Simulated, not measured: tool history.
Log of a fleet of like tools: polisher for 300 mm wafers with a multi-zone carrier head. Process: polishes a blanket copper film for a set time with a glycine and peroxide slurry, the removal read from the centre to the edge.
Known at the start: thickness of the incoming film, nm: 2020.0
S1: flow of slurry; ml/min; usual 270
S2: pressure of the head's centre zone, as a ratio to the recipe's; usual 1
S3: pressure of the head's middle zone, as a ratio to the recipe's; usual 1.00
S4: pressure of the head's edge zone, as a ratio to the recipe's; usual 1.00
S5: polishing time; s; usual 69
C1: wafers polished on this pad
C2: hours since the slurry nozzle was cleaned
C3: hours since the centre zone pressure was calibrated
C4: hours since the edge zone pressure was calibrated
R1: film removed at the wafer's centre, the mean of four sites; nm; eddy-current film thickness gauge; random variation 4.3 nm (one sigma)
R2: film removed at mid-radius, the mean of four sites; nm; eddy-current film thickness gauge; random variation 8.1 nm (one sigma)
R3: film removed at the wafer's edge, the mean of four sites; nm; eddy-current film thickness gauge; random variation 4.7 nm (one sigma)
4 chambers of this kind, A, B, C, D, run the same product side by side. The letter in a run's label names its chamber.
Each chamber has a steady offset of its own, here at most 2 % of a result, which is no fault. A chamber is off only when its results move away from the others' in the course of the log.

run,hour,S1,S2,S3,S4,S5,C1,C2,C3,C4,R1,R2,R3
# hour 0.1: chamber B: slurry nozzle cleaned
1D,6.9,270,1,1.00,1.00,69,894,111.6,247.2,226.9,588.79,579.97,587.49
2C,16.9,270,1,1.00,1.00,69,339,45.5,1010.5,149.1,586.54,580.20,594.55
3B,26.9,270,1,1.00,1.00,69,449,26.9,313.8,381.0,580.97,578.76,579.49
4A,32.8,270,1,1.00,1.00,69,521,171.9,459.7,392.1,579.92,568.59,590.43
5B,39.8,270,1,1.00,1.00,69,542,39.8,326.7,393.9,589.28,601.34,587.17
6D,44.7,270,1,1.00,1.00,69,1166,149.4,285.0,264.7,580.18,590.52,593.88
# hour 53.7: chamber B: worn pad replaced by a new one
7A,55.2,270,1,1.00,1.00,69,682,194.3,482.1,414.5,577.70,595.75,588.70
8C,62.3,270,1,1.00,1.00,69,665,90.9,1055.9,194.5,592.54,579.14,588.42
# hour 63.4: chamber D: worn pad replaced by a new one
9D,71.5,270,1,1.00,1.00,69,58,176.2,311.8,291.5,577.05,581.74,586.71
# hour 78.4: chamber B: centre zone pressure recalibrated
10A,80.1,270,1,1.00,1.00,69,861,219.2,507.0,439.4,586.05,574.71,586.55
# hour 84.7: chamber A: worn pad replaced by a new one
11C,84.7,270,1,1.00,1.00,69,826,113.3,1078.3,216.9,588.74,597.63,599.06
12B,93.1,270,1,1.00,1.00,69,283,93.1,14.8,447.2,597.09,585.17,586.14
13B,99.6,270,1,1.00,1.00,69,329,99.6,21.3,453.7,595.90,581.25,585.31
14D,108.7,270,1,1.00,1.00,69,325,213.4,349.0,328.7,572.37,591.59,581.02
15A,119.1,270,1,1.00,1.06,56,247,258.2,546.0,478.4,470.38,476.73,487.71
16C,128.0,270,1,1.00,1.06,56,1137,156.6,1121.6,260.2,476.49,471.04,497.47
# hour 135.2: chamber C: worn pad replaced by a new one
17A,136.5,270,1,1.00,1.06,56,372,275.6,563.4,495.8,476.48,466.78,488.04
# hour 140.1: chamber B: worn pad replaced by a new one
18C,144.3,270,1,1.00,1.06,56,65,172.9,1137.9,276.5,474.08,481.02,492.91
19B,154.2,270,1,1.00,1.00,69,101,154.2,75.9,508.3,598.33,591.28,587.41
20D,163.1,270,1,1.00,1.00,69,716,267.8,403.4,383.1,562.34,572.89,581.25
21B,168.4,270,1,1.00,1.00,69,203,168.4,90.1,522.5,597.62,589.39,576.31
22D,176.9,270,1,1.00,1.00,69,815,281.6,417.2,396.9,565.63,581.22,573.83
23C,183.3,270,1,1.00,1.00,69,345,211.9,1176.9,315.5,589.25,578.87,598.78
24A,192.1,270,1,1.00,1.00,69,771,331.2,619.0,551.4,580.60,593.42,586.44
# hour 192.8: chamber C: centre zone pressure recalibrated
25C,197.7,270,1,1.00,1.00,69,449,226.3,4.9,329.9,587.47,583.63,599.15
26B,204.9,270,1,1.00,1.00,69,465,204.9,126.6,559.0,593.19,581.76,591.08
# hour 206.7: chamber A: worn pad replaced by a new one
27A,212.1,270,1,1.00,1.00,69,39,351.2,639.0,571.4,572.11,583.78,588.07
# hour 213.2: chamber A: slurry nozzle cleaned
# hour 215.2: chamber B: worn pad replaced by a new one
28D,217.9,270,1,1.00,1.00,69,1110,322.6,458.2,437.9,554.56,567.33,573.28
29C,225.0,350,1,0.93,1.00,69,645,253.6,32.2,357.2,610.34,557.63,606.25
30B,233.2,350,1,0.93,1.00,69,129,233.2,154.9,587.3,610.00,583.67,599.78
# hour 237.8: chamber D: worn pad replaced by a new one
# hour 239.5: chamber C: slurry nozzle cleaned
31D,239.5,350,1,0.93,1.00,69,12,344.2,479.8,459.5,578.59,542.73,591.59
32A,247.2,350,1,0.93,1.00,69,291,34.1,674.1,606.5,596.67,568.08,602.68
33A,251.9,270,1,1.00,1.00,69,325,38.8,678.8,611.2,580.18,592.99,588.63
34B,257.9,270,1,1.00,1.00,69,306,257.9,179.6,612.0,595.84,593.14,582.45
35D,266.6,270,1,1.00,1.00,69,207,371.3,506.9,486.6,545.57,542.76,564.78
36C,272.2,270,1,1.00,1.00,69,984,32.8,79.4,404.4,598.03,598.44,592.38
37D,279.0,270,1,1.00,1.00,69,296,383.7,519.3,499.0,540.93,569.15,553.87
38C,284.2,270,1,1.00,1.00,69,1070,44.8,91.4,416.4,585.56,573.64,597.14

Is one chamber off against the others, does the gauge drift, or is nothing wrong? If a chamber is off, say which, and what the likeliest cause is.

Chamber D drifts away from the others.
Cause: slurry flow missing at the pad, % = 38.7.

Here are 4 candidates for chamber D's next run, each the usual settings with a change, their results left as question marks. Which one brings its results back in line with what the others give on the usual settings?
In line means no further than this from the other chambers' mean on the usual settings: R1 15.00 nm; R2 28.00 nm; R3 16.00 nm
39D-1,291.9,265,0.98,0.99,1.01,65,,,,,?,?,?
39D-2,291.9,270,1.01,1.00,1.00,70,,,,,?,?,?
39D-3,291.9,275,1.02,1.01,0.99,73,,,,,?,?,?
39D-4,291.9,270,0.99,1.00,1.00,68,,,,,?,?,?

The other chambers' mean on the usual settings: R1 586.76 nm; R2 585.46 nm; R3 588.69 nm
run,R1,R2,R3
39D-1,496.56,510.47,525.95
39D-2,554.94,556.62,564.71
39D-3,587.14,587.69,587.09
39D-4,527.30,540.78,548.58
39D-3 brings the chamber back in line.
